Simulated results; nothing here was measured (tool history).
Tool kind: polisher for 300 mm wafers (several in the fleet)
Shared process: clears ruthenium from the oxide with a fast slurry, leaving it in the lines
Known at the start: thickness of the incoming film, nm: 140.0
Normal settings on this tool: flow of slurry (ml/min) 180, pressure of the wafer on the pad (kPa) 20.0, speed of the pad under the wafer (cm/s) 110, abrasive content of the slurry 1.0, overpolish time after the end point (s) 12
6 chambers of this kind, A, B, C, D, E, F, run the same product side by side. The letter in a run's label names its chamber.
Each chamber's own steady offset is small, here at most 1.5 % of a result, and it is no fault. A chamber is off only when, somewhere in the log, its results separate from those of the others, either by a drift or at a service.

run	hour	flow of slurry (ml/min)	pressure of the wafer on the pad (kPa)	speed of the pad under the wafer (cm/s)	abrasive content of the slurry	overpolish time after the end point (s)	wafers polished on this pad	hours since the slurry nozzle was cleaned	hours since the head pressure was calibrated	hours since the slurry blender was calibrated	time until the end point was called (s)	dishing of a wide line in a test structure (angstrom)
# hour 9.1: chamber B: worn pad replaced by a new one
1A	9.2	180	20.0	110	1.0	12	970	855.3	894.6	47.5	27.962	406.74
# hour 17.8: chamber C: slurry nozzle cleaned
2D	18.7	180	20.0	110	1.0	12	445	453.0	1060.9	300.1	28.561	408.90
# hour 22.2: chamber F: slurry blender recalibrated
3E	27.0	180	20.0	110	1.0	12	352	217.3	1369.4	66.4	28.116	421.91
4C	33.8	180	20.0	110	1.0	12	586	16.1	640.4	353.8	27.998	410.05
5F	40.9	180	20.0	110	1.0	12	543	51.1	46.1	18.7	27.774	414.97
# hour 47.6: chamber A: worn pad replaced by a new one
6B	48.4	180	20.0	110	1.0	12	396	242.1	979.0	280.2	29.624	407.19
# hour 48.9: chamber D: slurry nozzle cleaned
# hour 56.0: chamber E: worn pad replaced by a new one
7D	56.0	180	20.0	110	1.0	12	822	7.1	1098.2	337.4	29.378	405.04
# hour 56.5: chamber D: worn pad replaced by a new one
# hour 62.9: chamber C: worn pad replaced by a new one
8E	65.7	140	22.1	110	1.0	12	98	256.0	1408.1	105.1	26.932	431.70
# hour 70.7: chamber E: head pressure recalibrated
# hour 72.4: chamber A: slurry nozzle cleaned
9F	72.4	140	22.1	110	1.0	12	861	82.6	77.6	50.2	26.317	429.88
10B	78.1	140	22.1	110	1.0	12	696	271.8	1008.7	309.9	26.740	411.79
11C	86.8	140	22.1	110	1.0	12	242	69.1	693.4	406.8	27.205	431.44
12A	95.4	140	22.1	110	1.0	12	483	23.1	980.8	133.7	26.670	428.04
13C	103.8	140	22.1	110	1.0	12	413	86.1	710.4	423.8	26.741	432.15
# hour 105.4: chamber C: slurry blender recalibrated
# hour 110.1: chamber F: worn pad replaced by a new one
14F	113.8	180	20.0	110	1.0	12	37	124.0	119.0	91.6	27.615	420.04
15B	123.9	180	20.0	110	1.0	12	1158	317.6	1054.5	355.7	29.390	403.95
16E	130.0	180	20.0	110	1.0	12	747	320.3	59.4	169.4	27.833	408.79
# hour 133.6: chamber D: worn pad replaced by a new one
# hour 133.6: chamber E: worn pad replaced by a new one
# hour 134.9: chamber B: worn pad replaced by a new one
# hour 136.8: chamber C: worn pad replaced by a new one
17A	139.4	210	20.0	136	1.0	12	927	67.1	1024.8	177.7	22.336	485.49
18D	145.1	210	20.0	136	1.0	12	116	96.2	1187.3	426.5	22.147	470.93
# hour 151.1: chamber A: slurry blender recalibrated
19E	153.6	210	20.0	136	1.0	12	202	343.9	83.0	193.0	22.169	486.55
# hour 153.8: chamber A: worn pad replaced by a new one
20A	161.3	210	20.0	136	1.0	12	76	89.0	1046.7	10.2	21.817	480.01
21F	172.2	210	20.0	136	1.0	12	627	182.4	177.4	150.0	23.095	483.52
22D	181.4	210	20.0	136	1.0	12	482	132.5	1223.6	462.8	23.091	472.25
# hour 183.8: chamber D: slurry blender recalibrated
23C	191.3	180	20.0	110	1.0	12	550	173.6	797.9	86.0	28.814	403.68
24B	201.5	180	20.0	110	0.7	12	672	395.2	1132.1	433.3	33.692	361.05
# hour 205.8: chamber E: worn pad replaced by a new one
25A	207.2	180	20.0	110	0.7	12	539	134.9	1092.6	56.1	33.578	350.91
# hour 217.9: chamber D: worn pad replaced by a new one
26D	218.1	180	20.0	110	0.7	12	2	169.2	1260.3	34.4	34.648	345.15
27C	225.2	180	20.0	110	0.7	12	892	207.5	831.8	119.9	34.602	357.49
# hour 230.2: chamber F: worn pad replaced by a new one
28B	231.7	180	20.0	110	0.7	12	977	425.4	1162.3	463.5	33.768	357.05
# hour 232.2: chamber C: worn pad replaced by a new one
29F	240.2	180	20.0	110	0.7	12	101	250.4	245.4	218.0	33.787	359.68
# hour 243.6: chamber B: slurry blender recalibrated
30E	246.9	180	20.0	110	1.0	12	415	437.2	176.3	286.3	27.413	420.65
# hour 249.2: chamber A: head pressure recalibrated
# hour 255.8: chamber B: worn pad replaced by a new one
31F	258.5	180	20.0	110	1.0	12	285	268.7	263.7	236.3	28.630	413.67
# hour 261.0: chamber A: worn pad replaced by a new one
32C	264.7	180	20.0	110	1.0	12	328	247.0	871.3	159.4	28.783	409.24
# hour 269.2: chamber E: worn pad replaced by a new one
33A	270.9	180	26.2	110	1.0	12	100	198.6	21.7	119.8	21.647	487.25
# hour 272.1: chamber D: head pressure recalibrated
34E	279.0	180	26.2	110	1.0	12	99	469.3	208.4	318.4	21.717	496.85
35B	289.0	180	26.2	110	1.0	12	336	482.7	1219.6	45.5	21.594	489.96
# hour 295.1: chamber D: worn pad replaced by a new one
36D	296.6	180	26.2	110	1.0	12	16	247.7	24.5	112.9	21.636	488.96
37E	301.6	180	26.2	110	1.0	12	327	491.9	231.0	341.0	21.095	494.16
# hour 307.6: chamber C: worn pad replaced by a new one
38F	311.1	180	26.2	110	1.0	12	816	321.3	316.3	288.9	21.823	491.74
# hour 311.6: chamber B: head pressure recalibrated
39A	316.3	180	20.0	110	1.0	12	558	244.0	67.1	165.2	28.361	410.60
40C	326.6	180	20.0	110	1.0	12	192	308.9	933.2	221.3	28.013	419.82
41B	337.7	180	20.0	110	1.0	12	827	531.4	26.1	94.2	28.204	406.46
42D	343.5	180	20.0	110	1.0	12	489	294.6	71.4	159.8	27.717	398.10

All chambers now run identical settings, listed one chamber a line with results as question marks. What results will each chamber show?
43A	351.7	180	20.0	110	1.0	16					?	?
43B	351.7	180	20.0	110	1.0	16					?	?
43C	351.7	180	20.0	110	1.0	16					?	?
43D	351.7	180	20.0	110	1.0	16					?	?
43E	351.7	180	20.0	110	1.0	16					?	?
43F	351.7	180	20.0	110	1.0	16					?	?

run	time until the end point was called (s)	dishing of a wide line in a test structure (angstrom)
43A	27.774	493.52
43B	28.602	493.44
43C	28.193	496.70
43D	28.214	493.12
43E	28.132	493.86
43F	28.595	509.62

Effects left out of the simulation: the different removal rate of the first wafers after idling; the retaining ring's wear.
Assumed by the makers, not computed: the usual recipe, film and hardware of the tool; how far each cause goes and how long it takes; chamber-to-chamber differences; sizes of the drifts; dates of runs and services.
